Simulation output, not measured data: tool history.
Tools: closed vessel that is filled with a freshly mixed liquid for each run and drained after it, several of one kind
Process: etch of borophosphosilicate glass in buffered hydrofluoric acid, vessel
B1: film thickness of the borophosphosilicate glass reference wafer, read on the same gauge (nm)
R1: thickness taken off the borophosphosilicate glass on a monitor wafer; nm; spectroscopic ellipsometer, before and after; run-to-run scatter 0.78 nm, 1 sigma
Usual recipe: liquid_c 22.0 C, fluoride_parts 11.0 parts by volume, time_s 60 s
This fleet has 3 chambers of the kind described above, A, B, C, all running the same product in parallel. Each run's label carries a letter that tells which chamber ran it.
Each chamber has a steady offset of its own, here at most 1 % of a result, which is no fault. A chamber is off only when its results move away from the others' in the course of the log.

Run 1B, day 0.592: usual settings; B1 60.000. Result: R1 92.083 nm.
Run 2A, day 0.896: usual settings; B1 59.970. Result: R1 94.465 nm.
Run 3C, day 1.304: usual settings; B1 59.997. Result: R1 94.188 nm.
Run 4C, day 1.738: usual settings; B1 60.004. Result: R1 93.554 nm.
Run 5B, day 2.267: usual settings; B1 60.012. Result: R1 93.090 nm.
Run 6A, day 2.704: usual settings but liquid_c 19.5 C, time_s 75 s; B1 59.989. Result: R1 102.240 nm.
Run 7A, day 3.108: usual settings but liquid_c 19.5 C, time_s 75 s; B1 60.017. Result: R1 102.710 nm.
Run 8B, day 3.704: usual settings but liquid_c 19.5 C, time_s 75 s; B1 60.009. Result: R1 101.040 nm.
Run 9C, day 4.225: usual settings; B1 59.997. Result: R1 93.560 nm.
At day 4.521: chamber B: thermometer replaced.
Run 10B, day 4.625: usual settings; B1 60.000. Result: R1 93.193 nm.
Run 11C, day 5.008: usual settings but fluoride_parts 12.5 parts by volume; B1 60.021. Result: R1 82.268 nm.
Run 12A, day 5.362: usual settings but fluoride_parts 12.5 parts by volume; B1 59.985. Result: R1 84.198 nm.
Run 13A, day 5.867: usual settings but fluoride_parts 12.5 parts by volume; B1 59.971. Result: R1 84.831 nm.
Run 14C, day 6.179: usual settings; B1 60.045. Result: R1 93.553 nm.
At day 6.583: chamber C: thermometer replaced.
Run 15B, day 6.746: usual settings; B1 60.002. Result: R1 91.873 nm.
Run 16B, day 7.367: usual settings; B1 59.977. Result: R1 92.764 nm.
Run 17C, day 7.750: usual settings; B1 60.012. Result: R1 93.958 nm.
Run 18A, day 8.054: usual settings; B1 60.007. Result: R1 96.376 nm.
Run 19C, day 8.688: usual settings; B1 59.987. Result: R1 95.445 nm.
Run 20B, day 9.321: usual settings; B1 59.997. Result: R1 91.806 nm.
Run 21A, day 9.942: usual settings; B1 59.998. Result: R1 98.804 nm.
Run 22B, day 10.558: usual settings; B1 60.024. Result: R1 93.311 nm.
Run 23A, day 10.900: usual settings; B1 59.953. Result: R1 99.145 nm.
Run 24C, day 11.379: usual settings; B1 60.037. Result: R1 92.410 nm.
Run 25A, day 11.983: usual settings; B1 59.998. Result: R1 99.584 nm.
Run 26B, day 12.438: usual settings but liquid_c 24.0 C, time_s 95 s; B1 60.005. Result: R1 164.330 nm.
At day 12.658: chamber A: hydrofluoric acid flow meter replaced.
Run 27C, day 12.942: usual settings but liquid_c 24.0 C, time_s 95 s; B1 59.987. Result: R1 163.900 nm.
Run 28C, day 13.283: usual settings but liquid_c 24.0 C, time_s 95 s; B1 59.959. Result: R1 164.950 nm.
Run 29A, day 13.633: usual settings; B1 59.981. Result: R1 102.260 nm.
Run 30B, day 14.208: usual settings; B1 59.985. Result: R1 92.788 nm.
Run 31C, day 14.671: usual settings; B1 60.044. Result: R1 92.966 nm.
Run 32A, day 15.083: usual settings; B1 59.925. Result: R1 101.390 nm.
Run 33B, day 15.450: usual settings but time_s 80 s; B1 60.040. Result: R1 123.990 nm.
Run 34C, day 15.954: usual settings but time_s 80 s; B1 59.978. Result: R1 124.610 nm.
Run 35B, day 16.496: usual settings but time_s 80 s; B1 60.028. Result: R1 123.400 nm.
Run 36A, day 16.788: usual settings; B1 60.033. Result: R1 102.970 nm.
Run 37A, day 17.429: usual settings; B1 60.011. Result: R1 104.260 nm.
Run 38C, day 17.783: usual settings; B1 59.966. Result: R1 93.628 nm.
Run 39B, day 18.375: usual settings; B1 60.062. Result: R1 91.954 nm.
Run 40A, day 19.021: usual settings; B1 60.016. Result: R1 104.330 nm.
Run 41B, day 19.600: usual settings; B1 60.043. Result: R1 91.758 nm.
Run 42C, day 20.179: usual settings; B1 59.962. Result: R1 93.772 nm.

Does one chamber stand apart from the rest, does the shared gauge drift, or is all well apart from small per-chamber offsets? Give the chamber and the most likely cause, where there is one.

It is chamber A that slowly wanders off from its peers.
Likeliest cause: liquid hotter than its thermometer reads (K) = 2.09.

Here are 4 candidates for chamber A's next run, each the usual settings with a change, their results left as question marks. Which one brings its results back in line with what the others give on the usual settings?
In-line tolerance around the mean of the other chambers on the usual settings: R1 2.700 nm
Run 43A-1, day 20.646: usual settings but fluoride_parts 11.5 parts by volume, time_s 55 s. Result: R1 ?.
Run 43A-2, day 20.646: usual settings but liquid_c 21.5 C, fluoride_parts 11.5 parts by volume. Result: R1 ?.
Run 43A-3, day 20.646: usual settings but fluoride_parts 10.5 parts by volume, time_s 65 s. Result: R1 ?.
Run 43A-4, day 20.646: usual settings but liquid_c 23.0 C. Result: R1 ?.

Usual-settings mean across the other chambers: R1 93.056 nm
  run       R1
43A-1   92.258
43A-2   97.964
43A-3  119.050
43A-4  110.870
Change 43A-1 lands the chamber within the allowed miss of the other chambers.
